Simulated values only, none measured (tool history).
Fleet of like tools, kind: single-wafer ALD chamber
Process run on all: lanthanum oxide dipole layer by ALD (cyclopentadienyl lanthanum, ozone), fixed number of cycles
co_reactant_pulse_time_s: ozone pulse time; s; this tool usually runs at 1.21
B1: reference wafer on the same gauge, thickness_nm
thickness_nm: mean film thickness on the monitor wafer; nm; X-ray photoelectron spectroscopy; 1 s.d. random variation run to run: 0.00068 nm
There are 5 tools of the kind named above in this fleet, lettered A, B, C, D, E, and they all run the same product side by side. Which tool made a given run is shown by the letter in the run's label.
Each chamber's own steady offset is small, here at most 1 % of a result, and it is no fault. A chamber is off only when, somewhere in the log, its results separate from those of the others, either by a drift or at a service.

run 1B hour=6 | co_reactant_pulse_time_s=1.21 | B1=0.52409 | thickness_nm=0.52579
run 2A hour=15.2 | co_reactant_pulse_time_s=1.21 | B1=0.52381 | thickness_nm=0.52507
run 3D hour=23.2 | co_reactant_pulse_time_s=1.21 | B1=0.52398 | thickness_nm=0.52419
run 4C hour=28.4 | co_reactant_pulse_time_s=1.21 | B1=0.5237 | thickness_nm=0.52503
run 5E hour=36.6 | co_reactant_pulse_time_s=1.21 | B1=0.52361 | thickness_nm=0.52369
run 6D hour=41.5 | co_reactant_pulse_time_s=0.76 | B1=0.52368 | thickness_nm=0.44659
run 7E hour=48.2 | co_reactant_pulse_time_s=0.76 | B1=0.52334 | thickness_nm=0.45049
run 8B hour=52.5 | co_reactant_pulse_time_s=0.76 | B1=0.52352 | thickness_nm=0.4487
run 9C hour=58.2 | co_reactant_pulse_time_s=0.76 | B1=0.52339 | thickness_nm=0.45354
run 10A hour=66.4 | co_reactant_pulse_time_s=0.76 | B1=0.52325 | thickness_nm=0.44937
run 11C hour=71.2 | co_reactant_pulse_time_s=1.21 | B1=0.52322 | thickness_nm=0.52403
run 12B hour=79.3 | co_reactant_pulse_time_s=1.41 | B1=0.52331 | thickness_nm=0.54143
run 13E hour=85.3 | co_reactant_pulse_time_s=1.41 | B1=0.52325 | thickness_nm=0.53883
run 14A hour=90.8 | co_reactant_pulse_time_s=1.41 | B1=0.52327 | thickness_nm=0.54095
run 15D hour=98.8 | co_reactant_pulse_time_s=1.41 | B1=0.52314 | thickness_nm=0.54085
-- hour=99 chamber D: ozone generator serviced
run 16C hour=106.3 | co_reactant_pulse_time_s=1.41 | B1=0.52318 | thickness_nm=0.5396
run 17E hour=115.1 | co_reactant_pulse_time_s=0.98 | B1=0.52296 | thickness_nm=0.49431
run 18D hour=121.8 | co_reactant_pulse_time_s=0.98 | B1=0.52281 | thickness_nm=0.4932
run 19A hour=130 | co_reactant_pulse_time_s=0.98 | B1=0.52278 | thickness_nm=0.49402
-- hour=133.8 chamber B: ozone generator serviced
run 20B hour=136.9 | co_reactant_pulse_time_s=0.98 | B1=0.52259 | thickness_nm=0.49373
run 21C hour=145.4 | co_reactant_pulse_time_s=0.98 | B1=0.52257 | thickness_nm=0.49541
run 22D hour=151.5 | co_reactant_pulse_time_s=1.21 | B1=0.52267 | thickness_nm=0.52302
run 23B hour=160.1 | co_reactant_pulse_time_s=1.21 | B1=0.52267 | thickness_nm=0.52379
run 24A hour=168.4 | co_reactant_pulse_time_s=1.21 | B1=0.52247 | thickness_nm=0.5243
-- hour=170.5 chamber E: thermocouple changed; heater temperature recalibrated
run 25E hour=175 | co_reactant_pulse_time_s=1.21 | B1=0.52222 | thickness_nm=0.52268
run 26E hour=181.6 | co_reactant_pulse_time_s=1.21 | B1=0.52229 | thickness_nm=0.52049
run 27D hour=189.4 | co_reactant_pulse_time_s=1.21 | B1=0.52235 | thickness_nm=0.52218
run 28B hour=197.1 | co_reactant_pulse_time_s=1.21 | B1=0.52226 | thickness_nm=0.52321
run 29C hour=202.9 | co_reactant_pulse_time_s=1.21 | B1=0.5222 | thickness_nm=0.5233
run 30A hour=210.4 | co_reactant_pulse_time_s=1.21 | B1=0.52198 | thickness_nm=0.52191
run 31C hour=217.8 | co_reactant_pulse_time_s=1.21 | B1=0.52195 | thickness_nm=0.52311
run 32B hour=226.7 | co_reactant_pulse_time_s=1.21 | B1=0.52181 | thickness_nm=0.52279
run 33D hour=231.6 | co_reactant_pulse_time_s=1.21 | B1=0.52174 | thickness_nm=0.52234
run 34A hour=235.7 | co_reactant_pulse_time_s=1.21 | B1=0.52187 | thickness_nm=0.52342
run 35E hour=243.5 | co_reactant_pulse_time_s=1.01 | B1=0.52188 | thickness_nm=0.4975
-- hour=249.7 chamber C: ozone generator serviced
run 36B hour=251.9 | co_reactant_pulse_time_s=1.01 | B1=0.52169 | thickness_nm=0.49742
run 37A hour=258.7 | co_reactant_pulse_time_s=1.01 | B1=0.52157 | thickness_nm=0.49668
run 38E hour=263.8 | co_reactant_pulse_time_s=1.01 | B1=0.52165 | thickness_nm=0.49725
run 39D hour=272.9 | co_reactant_pulse_time_s=1.01 | B1=0.52157 | thickness_nm=0.49696
run 40C hour=277.7 | co_reactant_pulse_time_s=1.21 | B1=0.52138 | thickness_nm=0.52254
run 41B hour=283.2 | co_reactant_pulse_time_s=1.21 | B1=0.52114 | thickness_nm=0.52365
run 42E hour=291.8 | co_reactant_pulse_time_s=0.78 | B1=0.5213 | thickness_nm=0.45287

Each of the 5 chambers runs these same settings next. Fill in every chamber's results:
run 43A hour=298.5 | co_reactant_pulse_time_s=1.49 | thickness_nm=?
run 43B hour=298.5 | co_reactant_pulse_time_s=1.49 | thickness_nm=?
run 43C hour=298.5 | co_reactant_pulse_time_s=1.49 | thickness_nm=?
run 43D hour=298.5 | co_reactant_pulse_time_s=1.49 | thickness_nm=?
run 43E hour=298.5 | co_reactant_pulse_time_s=1.49 | thickness_nm=?

run=43A thickness_nm=0.54431
run=43B thickness_nm=0.54453
run=43C thickness_nm=0.54342
run=43D thickness_nm=0.54385
run=43E thickness_nm=0.54187
